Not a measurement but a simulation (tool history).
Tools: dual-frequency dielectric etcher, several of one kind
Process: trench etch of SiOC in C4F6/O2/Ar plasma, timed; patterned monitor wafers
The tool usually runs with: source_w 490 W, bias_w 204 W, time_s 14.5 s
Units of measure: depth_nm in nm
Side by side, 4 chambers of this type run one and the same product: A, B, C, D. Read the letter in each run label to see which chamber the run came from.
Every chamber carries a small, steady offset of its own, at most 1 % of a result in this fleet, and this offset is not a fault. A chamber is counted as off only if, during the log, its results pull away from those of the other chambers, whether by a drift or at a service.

run   hour  source_w  bias_w  time_s  hours since the last wet clean  hours since the last source power generator calibration  hours since the last bias power generator calibration  read-back reference wafer on the same gauge, depth_nm  depth_nm
 1D    3.4       490     204    14.5                           420.1                                                   1384.4                                                 1202.7                                                  39.64    33.634
 2C    6.4       490     204    14.5                            62.6                                                    318.6                                                 1414.3                                                 39.604    34.142
 3B   10.2       490     204    14.5                           209.8                                                   1531.6                                                 1957.7                                                 39.627    33.725
 4A   12.6       490     204    14.5                           265.1                                                      774                                                  620.5                                                 39.638    33.631
 5C   14.7       490     204    14.5                            70.9                                                    326.9                                                 1422.6                                                 39.542    34.362
 6A   19.1       490     204    14.5                           271.6                                                    780.5                                                    627                                                 39.598    33.768
 7D   23.4       490     204    14.5                           440.1                                                   1404.4                                                 1222.7                                                 39.608    34.013
 8B   27.7       490     204    14.5                           227.3                                                   1549.1                                                 1975.2                                                 39.586    33.749
 9B     32       490     204    14.5                           231.6                                                   1553.4                                                 1979.5                                                 39.648     33.55
10C   34.1       490     204    14.5                            90.3                                                    346.3                                                   1442                                                 39.566    34.273
11A   38.3       490     204    14.5                           290.8                                                    799.7                                                  646.2                                                 39.575    33.383
12D   41.2       490     204    14.5                           457.9                                                   1422.2                                                 1240.5                                                 39.588    33.677
13A   43.8       490     204    14.5                           296.3                                                    805.2                                                  651.7                                                 39.609    33.669
14C   47.9       440     204      17                           104.1                                                    360.1                                                 1455.8                                                 39.601    38.233
15D     51       440     204      17                           467.7                                                     1432                                                 1250.3                                                 39.643     38.14
16B   54.7       440     204      17                           254.3                                                   1576.1                                                 2002.2                                                  39.63    37.723
17A   57.2       440     204      17                           309.7                                                    818.6                                                  665.1                                                 39.578    38.023
18D   60.5       490     204    14.5                           477.2                                                   1441.5                                                 1259.8                                                 39.675    33.666
19B   62.7       490     164      11                           262.3                                                   1584.1                                                 2010.2                                                 39.631    23.938
20C   65.8       490     164      11                             122                                                      378                                                 1473.7                                                 39.635    24.044
      67.6  -- chamber D: wet clean of the chamber
21D     70       490     164      11                             2.5                                                     1451                                                 1269.3                                                 39.609    22.498
22A   74.2       490     164      11                           326.7                                                    835.6                                                  682.1                                                 39.633    23.924
23B   78.7       490     204    14.5                           278.3                                                   1600.1                                                 2026.2                                                 39.579     33.61
24C   82.2       490     204    14.5                           138.4                                                    394.4                                                 1490.1                                                 39.566    34.129
25C   86.1       490     204    14.5                           142.3                                                    398.3                                                   1494                                                 39.572    33.989
26D   88.7       490     204    14.5                            21.2                                                   1469.7                                                   1288                                                 39.597    32.069
27B   92.6       490     204    14.5                           292.2                                                     1614                                                 2040.1                                                 39.573    33.786
28A     97       490     204    14.5                           349.5                                                    858.4                                                  704.9                                                 39.612    33.602
29C  101.4       490     204    14.5                           157.6                                                    413.6                                                 1509.3                                                 39.607    34.437
30A    105       490     204    14.5                           357.5                                                    866.4                                                  712.9                                                 39.628    33.959
31B  107.2       490     204    14.5                           306.8                                                   1628.6                                                 2054.7                                                 39.613     33.55
32D  110.6       490     204    14.5                            43.1                                                   1491.6                                                 1309.9                                                 39.577    31.899
33D  113.2       490     204    14.5                            45.7                                                   1494.2                                                 1312.5                                                 39.576    32.182
34C  116.6       490     204    14.5                           172.8                                                    428.8                                                 1524.5                                                 39.557      34.1
35B  118.7       490     204    14.5                           318.3                                                   1640.1                                                 2066.2                                                 39.567    33.621
36A  120.7       490     204    14.5                           373.2                                                    882.1                                                  728.6                                                 39.613    34.014
37A  123.3       490     204    14.5                           375.8                                                    884.7                                                  731.2                                                 39.584    33.816
38B  126.5       490     204    18.5                           326.1                                                   1647.9                                                   2074                                                 39.549     42.76
39D  129.3       490     204    18.5                            61.8                                                   1510.3                                                 1328.6                                                 39.541     40.99
40C  133.5       490     204    18.5                           189.7                                                    445.7                                                 1541.4                                                 39.634    42.963

All 4 chambers run these settings next. Forecast each chamber's results:
41A  136.7       490     186    14.5                                                                                                                                                                                                                ?
41B  136.7       490     186    14.5                                                                                                                                                                                                                ?
41C  136.7       490     186    14.5                                                                                                                                                                                                                ?
41D  136.7       490     186    14.5                                                                                                                                                                                                                ?

run  depth_nm
41A    32.714
41B    32.606
41C    32.752
41D    30.915
